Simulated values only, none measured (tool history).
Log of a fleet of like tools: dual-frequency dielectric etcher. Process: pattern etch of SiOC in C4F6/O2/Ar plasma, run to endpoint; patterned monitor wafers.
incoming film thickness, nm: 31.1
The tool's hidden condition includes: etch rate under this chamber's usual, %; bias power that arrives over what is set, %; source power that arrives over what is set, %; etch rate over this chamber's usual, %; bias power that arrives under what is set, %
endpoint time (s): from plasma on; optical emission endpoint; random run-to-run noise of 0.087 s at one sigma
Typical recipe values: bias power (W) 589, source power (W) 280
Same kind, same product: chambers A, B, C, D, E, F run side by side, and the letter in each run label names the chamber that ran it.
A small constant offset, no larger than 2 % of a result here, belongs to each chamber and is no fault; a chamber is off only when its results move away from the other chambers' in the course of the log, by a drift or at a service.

| run | hour | bias power (W) | source power (W) | hours since the last wet clean | hours since the last bias power generator calibration | hours since the last source power generator calibration | endpoint time (s) |
|---|---|---|---|---|---|---|---|
| 1B | 7.6 | 589 | 280 | 33.4 | 367 | 1745.6 | 11.196 |
| 2E | 13.5 | 589 | 280 | 453.9 | 1259.7 | 1735.1 | 11.182 |
|  | 22.1 | chamber A: bias power generator calibrated |
| 3C | 22.4 | 589 | 280 | 205.4 | 3029.6 | 3885.6 | 11.116 |
|  | 27.6 | chamber D: source power generator calibrated |
| 4F | 34.9 | 589 | 280 | 113.4 | 2294.1 | 1227.5 | 11.132 |
| 5A | 42.8 | 589 | 280 | 241.6 | 20.8 | 3077.3 | 11.56 |
| 6D | 51 | 589 | 280 | 152.8 | 1472.1 | 23.4 | 10.935 |
| 7B | 61.7 | 589 | 280 | 87.5 | 421.1 | 1799.7 | 11.272 |
| 8D | 70.1 | 589 | 280 | 171.9 | 1491.2 | 42.5 | 11.05 |
| 9E | 76.4 | 589 | 280 | 516.8 | 1322.6 | 1798 | 11.245 |
|  | 80.2 | chamber C: bias power generator calibrated |
| 10A | 84.4 | 589 | 280 | 283.2 | 62.4 | 3118.9 | 11.566 |
| 11C | 97.4 | 589 | 280 | 280.4 | 17.3 | 3960.6 | 11.33 |
| 12F | 104.9 | 589 | 330 | 183.4 | 2364.1 | 1297.5 | 10.493 |
|  | 107.6 | chamber E: wet clean of the chamber |
| 13E | 113.7 | 589 | 330 | 6.2 | 1359.9 | 1835.3 | 10.524 |
| 14A | 124 | 589 | 330 | 322.8 | 102 | 3158.5 | 10.948 |
| 15D | 129.7 | 589 | 330 | 231.5 | 1550.8 | 102.1 | 10.305 |
| 16B | 138 | 589 | 330 | 163.8 | 497.4 | 1876 | 10.508 |
| 17C | 145.9 | 589 | 330 | 328.9 | 65.8 | 4009.1 | 10.407 |
| 18F | 157.6 | 589 | 280 | 236.1 | 2416.8 | 1350.2 | 11.197 |
| 19F | 168.6 | 469 | 220 | 247.1 | 2427.8 | 1361.2 | 13.237 |
| 20A | 178.6 | 469 | 220 | 377.4 | 156.6 | 3213.1 | 13.655 |
| 21C | 187.2 | 469 | 220 | 370.2 | 107.1 | 4050.4 | 13.361 |
| 22B | 198.4 | 469 | 220 | 224.2 | 557.8 | 1936.4 | 13.143 |
| 23D | 204.4 | 469 | 220 | 306.2 | 1625.5 | 176.8 | 13.288 |
| 24E | 217.3 | 469 | 220 | 109.8 | 1463.5 | 1938.9 | 13.184 |
| 25E | 228.7 | 589 | 280 | 121.2 | 1474.9 | 1950.3 | 11.125 |
| 26A | 236.5 | 589 | 280 | 435.3 | 214.5 | 3271 | 11.561 |
| 27D | 244.5 | 589 | 280 | 346.3 | 1665.6 | 216.9 | 11.026 |
| 28F | 250.2 | 589 | 280 | 328.7 | 2509.4 | 1442.8 | 11.152 |
| 29B | 259.9 | 531 | 230 | 285.7 | 619.3 | 1997.9 | 12.489 |
|  | 261.5 | chamber A: wet clean of the chamber |
| 30C | 267.3 | 531 | 230 | 450.3 | 187.2 | 4130.5 | 12.09 |
| 31F | 275.2 | 531 | 230 | 353.7 | 2534.4 | 1467.8 | 12.488 |
| 32B | 282.8 | 531 | 230 | 308.6 | 642.2 | 2020.8 | 12.738 |
|  | 283.1 | chamber D: bias power generator calibrated |
|  | 287 | chamber E: bias power generator calibrated |
| 33C | 291.2 | 531 | 230 | 474.2 | 211.1 | 4154.4 | 12.253 |
| 34A | 300.5 | 531 | 230 | 39.1 | 278.5 | 3335 | 12.748 |
| 35D | 308.6 | 648 | 300 | 410.4 | 25.5 | 281 | 10.415 |
| 36E | 316.9 | 648 | 300 | 209.4 | 29.9 | 2038.5 | 10.342 |
| 37F | 325.2 | 648 | 300 | 403.7 | 2584.4 | 1517.8 | 10.646 |
| 38C | 332.9 | 648 | 300 | 515.9 | 252.8 | 4196.1 | 10.227 |
| 39E | 345.4 | 648 | 300 | 237.9 | 58.4 | 2067 | 10.559 |
| 40B | 356.8 | 648 | 300 | 382.6 | 716.2 | 2094.8 | 10.566 |

Next, every chamber runs the same settings. What will each give?
| 41A | 366.1 | 589 | 250 |  |  |  | ? |
| 41B | 366.1 | 589 | 250 |  |  |  | ? |
| 41C | 366.1 | 589 | 250 |  |  |  | ? |
| 41D | 366.1 | 589 | 250 |  |  |  | ? |
| 41E | 366.1 | 589 | 250 |  |  |  | ? |
| 41F | 366.1 | 589 | 250 |  |  |  | ? |

| run | endpoint time (s) |
|---|---|
| 41A | 11.981 |
| 41B | 11.796 |
| 41C | 11.251 |
| 41D | 11.739 |
| 41E | 11.644 |
| 41F | 11.661 |
